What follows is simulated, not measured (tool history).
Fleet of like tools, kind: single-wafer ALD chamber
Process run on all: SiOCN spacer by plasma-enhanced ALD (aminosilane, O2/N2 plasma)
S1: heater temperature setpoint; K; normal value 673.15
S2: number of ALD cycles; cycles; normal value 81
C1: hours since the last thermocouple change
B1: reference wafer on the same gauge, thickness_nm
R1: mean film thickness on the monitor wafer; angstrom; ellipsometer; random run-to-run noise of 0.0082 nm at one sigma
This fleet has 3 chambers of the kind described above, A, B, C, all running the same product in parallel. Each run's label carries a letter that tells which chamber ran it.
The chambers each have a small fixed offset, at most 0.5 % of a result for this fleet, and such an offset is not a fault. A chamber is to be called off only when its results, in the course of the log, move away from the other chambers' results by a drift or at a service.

run	hour	S1	S2	C1	B1	R1
1C	12.3	673.15	81	2302.3	4.2196	48.810
2A	19.9	673.15	81	807.9	4.2211	48.644
3B	31.5	673.15	81	562.9	4.2220	48.744
4A	42.3	673.15	81	830.3	4.2231	48.506
5C	49.5	673.15	81	2339.5	4.2235	48.858
6B	58.4	673.15	81	589.8	4.2237	48.655
7A	69.5	673.15	81	857.5	4.2242	48.657
8C	77.7	673.15	81	2367.7	4.2241	49.005
9B	88.3	681.15	76	619.7	4.2269	44.789
10C	96.3	681.15	76	2386.3	4.2280	44.855
11B	103.3	681.15	76	634.7	4.2271	44.703
12A	111.6	673.15	81	899.6	4.2256	48.784
13A	117.9	673.15	81	905.9	4.2302	48.732
14B	129.0	673.15	81	660.4	4.2299	48.825
15C	140.1	683.15	81	2430.1	4.2306	47.586
16B	152.8	683.15	81	684.2	4.2315	47.282
17C	164.2	683.15	81	2454.2	4.2331	47.504
18A	170.7	673.15	81	958.7	4.2327	48.779
19A	182.8	673.15	81	970.8	4.2311	48.780
20B	193.7	664.15	93	725.1	4.2341	56.087
21C	199.7	664.15	93	2489.7	4.2355	56.377
22B	206.8	664.15	93	738.2	4.2346	56.198
23C	216.8	673.15	66	2506.8	4.2380	40.174
24A	228.6	673.15	66	1016.6	4.2366	39.880
25A	237.2	673.15	66	1025.2	4.2395	39.824
26C	250.1	673.15	81	2540.1	4.2395	49.213
27B	261.1	673.15	95	792.5	4.2399	57.386
28C	273.6	673.15	95	2563.6	4.2401	57.775
29A	280.3	673.15	95	1068.3	4.2401	57.379
# hour 287.9: chamber C: thermocouple changed; heater temperature recalibrated
30B	291.0	666.15	81	822.4	4.2415	48.971
31A	300.5	666.15	81	1088.5	4.2422	48.936
32B	310.5	666.15	81	841.9	4.2444	48.977
33C	318.2	673.15	81	30.3	4.2440	49.156
34A	329.5	673.15	81	1117.5	4.2446	49.147
35C	337.0	673.15	81	49.1	4.2458	49.244
36B	345.0	673.15	81	876.4	4.2464	49.049
37B	353.6	673.15	81	885.0	4.2478	48.851
38C	364.1	673.15	81	76.2	4.2483	49.333
39A	371.8	673.15	81	1159.8	4.2482	48.885
40A	381.7	673.15	81	1169.7	4.2486	48.908

Next, all 3 chambers run the settings below, one line each with question marks for the results. What does each chamber give?
41A	391.1	673.15	81			?
41B	391.1	673.15	81			?
41C	391.1	673.15	81			?

run	R1
41A	49.057
41B	49.129
41C	49.306
